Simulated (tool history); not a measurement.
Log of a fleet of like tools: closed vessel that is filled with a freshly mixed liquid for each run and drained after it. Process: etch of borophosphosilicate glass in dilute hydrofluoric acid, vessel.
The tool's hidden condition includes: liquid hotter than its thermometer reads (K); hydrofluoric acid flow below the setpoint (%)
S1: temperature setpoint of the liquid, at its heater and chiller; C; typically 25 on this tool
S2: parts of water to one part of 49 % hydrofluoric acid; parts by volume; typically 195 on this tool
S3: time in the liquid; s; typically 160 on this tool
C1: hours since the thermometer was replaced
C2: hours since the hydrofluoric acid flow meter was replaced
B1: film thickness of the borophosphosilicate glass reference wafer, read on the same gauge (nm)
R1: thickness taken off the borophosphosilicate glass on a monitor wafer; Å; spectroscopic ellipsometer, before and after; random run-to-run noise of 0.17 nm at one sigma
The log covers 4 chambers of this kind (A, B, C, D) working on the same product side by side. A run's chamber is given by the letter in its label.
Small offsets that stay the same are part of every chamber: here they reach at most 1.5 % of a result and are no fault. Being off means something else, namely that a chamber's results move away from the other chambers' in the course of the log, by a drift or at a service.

Run 1A, hour 8.5: usual settings; C1 525.4; C2 389.1; B1 70.009. Result: R1 232.33 Å.
Run 2B, hour 18.7: usual settings; C1 486.1; C2 473.2; B1 70.005. Result: R1 224.75 Å.
Run 3C, hour 25: usual settings; C1 1420.1; C2 357.6; B1 70.024. Result: R1 229.65 Å.
Run 4D, hour 30: usual settings; C1 1044.7; C2 872.3; B1 69.988. Result: R1 232.88 Å.
Run 5A, hour 34.5: usual settings; C1 551.4; C2 415.1; B1 70.012. Result: R1 231.85 Å.
Run 6D, hour 43.2: usual settings but S2 240 parts by volume; C1 1057.9; C2 885.5; B1 69.999. Result: R1 179.44 Å.
Run 7B, hour 49.6: usual settings but S2 240 parts by volume; C1 517; C2 504.1; B1 70. Result: R1 175.39 Å.
Run 8C, hour 56.6: usual settings but S2 240 parts by volume; C1 1451.7; C2 389.2; B1 69.987. Result: R1 179.6 Å.
Run 9C, hour 66.4: usual settings but S2 240 parts by volume; C1 1461.5; C2 399; B1 70.022. Result: R1 179.87 Å.
Run 10A, hour 71.7: usual settings; C1 588.6; C2 452.3; B1 69.977. Result: R1 228.94 Å.
Run 11B, hour 81.8: usual settings; C1 549.2; C2 536.3; B1 69.983. Result: R1 228.59 Å.
Run 12D, hour 91.1: usual settings but S2 265 parts by volume; C1 1105.8; C2 933.4; B1 69.988. Result: R1 160.35 Å.
At hour 96.4: chamber B: hydrofluoric acid flow meter replaced.
At hour 99.4: chamber A: thermometer replaced.
Run 13B, hour 100.3: usual settings but S2 265 parts by volume; C1 567.7; C2 4; B1 70.003. Result: R1 155.37 Å.
Run 14C, hour 107.4: usual settings but S2 265 parts by volume; C1 1502.5; C2 440; B1 69.99. Result: R1 159.37 Å.
Run 15A, hour 117.6: usual settings but S2 265 parts by volume; C1 18.3; C2 498.2; B1 69.995. Result: R1 156.04 Å.
Run 16D, hour 126.3: usual settings; C1 1141; C2 968.6; B1 70.02. Result: R1 231.86 Å.
Run 17A, hour 135.4: usual settings; C1 36.1; C2 516; B1 70. Result: R1 228.7 Å.
Run 18C, hour 145: usual settings; C1 1540.1; C2 477.6; B1 69.995. Result: R1 231.46 Å.
Run 19B, hour 151.1: usual settings; C1 618.5; C2 54.8; B1 69.972. Result: R1 226.54 Å.
Run 20D, hour 158: usual settings; C1 1172.7; C2 1000.3; B1 70.015. Result: R1 233.67 Å.
Run 21C, hour 162.6: usual settings; C1 1557.7; C2 495.2; B1 69.999. Result: R1 228.56 Å.
Run 22D, hour 171.3: usual settings; C1 1186; C2 1013.6; B1 69.996. Result: R1 231.21 Å.
Run 23B, hour 176.8: usual settings; C1 644.2; C2 80.5; B1 70.002. Result: R1 226.99 Å.
Run 24A, hour 181.8: usual settings; C1 82.5; C2 562.4; B1 70.012. Result: R1 226.19 Å.
Run 25C, hour 189.2: usual settings; C1 1584.3; C2 521.8; B1 69.982. Result: R1 230.92 Å.
Run 26D, hour 199.3: usual settings; C1 1214; C2 1041.6; B1 70.005. Result: R1 233.97 Å.
Run 27A, hour 209.3: usual settings but S2 105 parts by volume, S3 75 s; C1 110; C2 589.9; B1 70. Result: R1 222.07 Å.

The same settings go to every chamber for the next run, one line per chamber below. Forecast the results for each:
Run 28A, hour 216.7: usual settings but S3 230 s. Result: R1 ?.
Run 28B, hour 216.7: usual settings but S3 230 s. Result: R1 ?.
Run 28C, hour 216.7: usual settings but S3 230 s. Result: R1 ?.
Run 28D, hour 216.7: usual settings but S3 230 s. Result: R1 ?.

run      R1
28A  323.29
28B  324.03
28C  328.63
28D  339.44
